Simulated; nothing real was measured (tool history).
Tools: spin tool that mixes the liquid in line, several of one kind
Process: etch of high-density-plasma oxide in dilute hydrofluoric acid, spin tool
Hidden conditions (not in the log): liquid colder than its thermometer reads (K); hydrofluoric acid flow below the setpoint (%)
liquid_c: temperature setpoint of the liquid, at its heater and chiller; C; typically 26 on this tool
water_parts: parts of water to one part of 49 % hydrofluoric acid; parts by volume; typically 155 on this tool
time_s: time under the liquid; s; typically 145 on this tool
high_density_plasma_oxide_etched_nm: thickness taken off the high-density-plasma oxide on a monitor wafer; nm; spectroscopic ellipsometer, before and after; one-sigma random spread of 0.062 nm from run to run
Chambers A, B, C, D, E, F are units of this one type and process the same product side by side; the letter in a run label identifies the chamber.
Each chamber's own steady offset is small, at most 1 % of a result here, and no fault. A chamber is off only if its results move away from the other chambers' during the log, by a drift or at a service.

run   hour  liquid_c  water_parts  time_s  hours since the thermometer was replaced  hours since the hydrofluoric acid flow meter was replaced  read-back film thickness of the high-density-plasma oxide reference wafer, read on the same gauge (nm)  high_density_plasma_oxide_etched_nm
 1A   10.2        26          155     145                                       949                                                      199.8                                                                                                  129.97                                9.133
 2D   22.9        26          155     145                                     607.3                                                       72.4                                                                                                     130                                9.116
 3F   34.4        26          155     145                                     164.3                                                      496.9                                                                                                  130.05                               9.2171
 4C   42.8        26          155     145                                     408.3                                                      693.4                                                                                                  129.98                                9.284
 5E   56.7        26          155     145                                      57.8                                                      507.4                                                                                                  129.99                               9.0572
 6B   68.4        26          155     145                                     706.6                                                     1656.1                                                                                                  129.99                               9.3118
      78.6  -- chamber C: hydrofluoric acid flow meter replaced
 7D   79.9        26          155     145                                     664.3                                                      129.4                                                                                                  129.97                               9.1736
 8E   90.3        30          235     145                                      91.4                                                        541                                                                                                  129.98                               6.3736
 9B  101.1        30          235     145                                     739.3                                                     1688.8                                                                                                  130.01                               6.4048
10F  111.5        30          235     145                                     241.4                                                        574                                                                                                  130.01                                6.415
11A  125.9        30          235     145                                    1064.7                                                      315.5                                                                                                  129.99                               6.2765
12C  136.9        30          235     145                                     502.4                                                       58.4                                                                                                  130.06                               6.3826
     150.5  -- chamber B: hydrofluoric acid flow meter replaced
13A  150.9        30          235     145                                    1089.7                                                      340.5                                                                                                  129.96                               6.3161
14E  160.7        22          210     145                                     161.8                                                      611.4                                                                                                  129.96                               5.4465
15B  173.9        22          210     145                                     812.1                                                       23.5                                                                                                  130.05                               5.5889
16F  187.5        22          210     145                                     317.4                                                        650                                                                                                  129.99                               5.4611
17C  200.8        22          210     145                                     566.3                                                      122.3                                                                                                  130.02                               5.5751
18D  208.5        22          210     145                                     792.9                                                        258                                                                                                     130                               5.4979
19E  221.7        22          210     145                                     222.8                                                      672.4                                                                                                  130.02                               5.5029
20C  235.6        26          155     145                                     601.1                                                      157.1                                                                                                  129.98                               9.2241
21D  245.3        26          155     145                                     829.7                                                      294.8                                                                                                  129.98                               9.1197
22F  258.6        26          155     145                                     388.5                                                      721.1                                                                                                  130.02                               9.2287
23A  268.8        26          155     145                                    1207.6                                                      458.4                                                                                                  129.95                               9.1601
24B  277.2        26          155     145                                     915.4                                                      126.8                                                                                                  129.99                               9.3438
25A    291        26          155     145                                    1229.8                                                      480.6                                                                                                  129.99                               9.1544
26B    307        26          155     145                                     945.2                                                      156.6                                                                                                  129.97                               9.3477
27C  314.4        26          155     145                                     679.9                                                      235.9                                                                                                  130.03                               9.2148
28F  330.7        26          155     145                                     460.6                                                      793.2                                                                                                  130.02                               9.2797
29D    347      29.5          155     145                                     931.4                                                      396.5                                                                                                     130                               10.395
30E  354.7      29.5          155     145                                     355.8                                                      805.4                                                                                                     130                               10.152
31A  366.8      29.5          155     145                                    1305.6                                                      556.4                                                                                                  130.01                               10.411
32B    381      29.5          155     145                                    1019.2                                                      230.6                                                                                                  130.03                                10.55
33E  392.8      29.5          155     145                                     393.9                                                      843.5                                                                                                  129.97                               9.9469
34C    409      29.5          155     145                                     774.5                                                      330.5                                                                                                  130.03                               10.524
35D  423.9        26          155     145                                    1008.3                                                      473.4                                                                                                  130.01                               9.0928
36F  433.9        26          155     145                                     563.8                                                      896.4                                                                                                  130.04                               9.1746
37D  441.7        26          155     145                                    1026.1                                                      491.2                                                                                                  130.02                               9.1669
38B  451.5        26          155     145                                    1089.7                                                      301.1                                                                                                  130.02                               9.4137
39A  460.3        26          155     145                                    1399.1                                                      649.9                                                                                                  129.97                               9.1184
     474.8  -- chamber A: hydrofluoric acid flow meter replaced
40C  475.4        26          155     145                                     840.9                                                      396.9                                                                                                  129.96                                9.302
41F  486.4        26          155     145                                     616.3                                                      948.9                                                                                                  130.01                               9.1499
42E  501.1        26          155     145                                     502.2                                                      951.8                                                                                                  130.01                               8.5119
43A  515.5        26          155     145                                    1454.3                                                       40.8                                                                                                  130.04                               9.1639
44B  527.7        26          155     145                                    1165.9                                                      377.3                                                                                                  130.01                               9.2945

All 6 chambers run these settings next. Forecast each chamber's results:
45A  539.5        26          155     105                                                                                                                                                                                                                                                 ?
45B  539.5        26          155     105                                                                                                                                                                                                                                                 ?
45C  539.5        26          155     105                                                                                                                                                                                                                                                 ?
45D  539.5        26          155     105                                                                                                                                                                                                                                                 ?
45E  539.5        26          155     105                                                                                                                                                                                                                                                 ?
45F  539.5        26          155     105                                                                                                                                                                                                                                                 ?

run  high_density_plasma_oxide_etched_nm
45A                               6.6022
45B                               6.7356
45C                               6.6196
45D                               6.6894
45E                               6.0982
45F                               6.7161
